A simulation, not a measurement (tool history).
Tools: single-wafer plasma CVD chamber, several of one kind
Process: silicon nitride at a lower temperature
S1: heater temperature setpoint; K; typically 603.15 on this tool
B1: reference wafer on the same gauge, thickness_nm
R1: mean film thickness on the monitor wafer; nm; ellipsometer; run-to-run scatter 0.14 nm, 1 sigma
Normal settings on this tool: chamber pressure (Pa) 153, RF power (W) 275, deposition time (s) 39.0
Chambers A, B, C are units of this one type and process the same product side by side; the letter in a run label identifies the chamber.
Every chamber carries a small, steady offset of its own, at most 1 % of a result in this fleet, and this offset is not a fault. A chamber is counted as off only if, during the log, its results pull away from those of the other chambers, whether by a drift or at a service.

run 1A hour=8.9 | S1=603.15 chamber_pressure_(Pa)=153 RF_power_(W)=275 deposition_time_(s)=39.0 | B1=34.802 | R1=39.239
run 2B hour=19.1 | S1=603.15 chamber_pressure_(Pa)=153 RF_power_(W)=275 deposition_time_(s)=39.0 | B1=34.808 | R1=39.069
-- hour=28.0 chamber B: capacitance manometer re-zeroed and calibrated
run 3C hour=29.5 | S1=603.15 chamber_pressure_(Pa)=153 RF_power_(W)=275 deposition_time_(s)=39.0 | B1=34.814 | R1=39.667
run 4A hour=40.1 | S1=603.15 chamber_pressure_(Pa)=153 RF_power_(W)=275 deposition_time_(s)=39.0 | B1=34.828 | R1=39.331
run 5C hour=53.0 | S1=603.15 chamber_pressure_(Pa)=153 RF_power_(W)=275 deposition_time_(s)=39.0 | B1=34.806 | R1=39.262
run 6B hour=66.9 | S1=603.15 chamber_pressure_(Pa)=153 RF_power_(W)=275 deposition_time_(s)=39.0 | B1=34.823 | R1=39.210
-- hour=75.1 chamber C: thermocouple changed; heater temperature recalibrated
run 7C hour=79.2 | S1=603.15 chamber_pressure_(Pa)=153 RF_power_(W)=275 deposition_time_(s)=39.0 | B1=34.796 | R1=39.015
run 8B hour=91.7 | S1=603.15 chamber_pressure_(Pa)=153 RF_power_(W)=275 deposition_time_(s)=39.0 | B1=34.782 | R1=39.046
run 9A hour=101.1 | S1=603.15 chamber_pressure_(Pa)=153 RF_power_(W)=275 deposition_time_(s)=39.0 | B1=34.813 | R1=39.078
run 10B hour=108.9 | S1=609.15 chamber_pressure_(Pa)=153 RF_power_(W)=275 deposition_time_(s)=46.1 | B1=34.802 | R1=46.107
run 11A hour=120.3 | S1=609.15 chamber_pressure_(Pa)=153 RF_power_(W)=275 deposition_time_(s)=46.1 | B1=34.856 | R1=46.318
-- hour=123.7 chamber B: thermocouple changed; heater temperature recalibrated
run 12C hour=132.3 | S1=609.15 chamber_pressure_(Pa)=153 RF_power_(W)=275 deposition_time_(s)=46.1 | B1=34.791 | R1=45.647
-- hour=134.4 chamber B: RF generator calibrated
run 13C hour=142.1 | S1=603.15 chamber_pressure_(Pa)=153 RF_power_(W)=275 deposition_time_(s)=39.0 | B1=34.783 | R1=38.467
run 14A hour=153.6 | S1=603.15 chamber_pressure_(Pa)=153 RF_power_(W)=275 deposition_time_(s)=39.0 | B1=34.805 | R1=39.286
-- hour=158.6 chamber A: thermocouple changed; heater temperature recalibrated
run 15B hour=164.7 | S1=603.15 chamber_pressure_(Pa)=153 RF_power_(W)=275 deposition_time_(s)=39.0 | B1=34.765 | R1=39.183
run 16B hour=172.7 | S1=603.15 chamber_pressure_(Pa)=153 RF_power_(W)=275 deposition_time_(s)=41.8 | B1=34.823 | R1=42.218
run 17A hour=181.6 | S1=603.15 chamber_pressure_(Pa)=153 RF_power_(W)=275 deposition_time_(s)=41.8 | B1=34.837 | R1=41.884
run 18C hour=189.5 | S1=603.15 chamber_pressure_(Pa)=153 RF_power_(W)=275 deposition_time_(s)=41.8 | B1=34.783 | R1=40.931
run 19C hour=198.6 | S1=603.15 chamber_pressure_(Pa)=153 RF_power_(W)=275 deposition_time_(s)=39.0 | B1=34.802 | R1=38.095
run 20A hour=206.6 | S1=603.15 chamber_pressure_(Pa)=153 RF_power_(W)=275 deposition_time_(s)=39.0 | B1=34.817 | R1=39.500
run 21B hour=215.8 | S1=603.15 chamber_pressure_(Pa)=153 RF_power_(W)=320 deposition_time_(s)=32.2 | B1=34.802 | R1=35.799

All 3 chambers run these settings next. Forecast each chamber's results:
run 22A hour=226.4 | S1=603.15 chamber_pressure_(Pa)=153 RF_power_(W)=275 deposition_time_(s)=39.0 | R1=?
run 22B hour=226.4 | S1=603.15 chamber_pressure_(Pa)=153 RF_power_(W)=275 deposition_time_(s)=39.0 | R1=?
run 22C hour=226.4 | S1=603.15 chamber_pressure_(Pa)=153 RF_power_(W)=275 deposition_time_(s)=39.0 | R1=?

run=22A R1=39.190
run=22B R1=39.198
run=22C R1=37.727

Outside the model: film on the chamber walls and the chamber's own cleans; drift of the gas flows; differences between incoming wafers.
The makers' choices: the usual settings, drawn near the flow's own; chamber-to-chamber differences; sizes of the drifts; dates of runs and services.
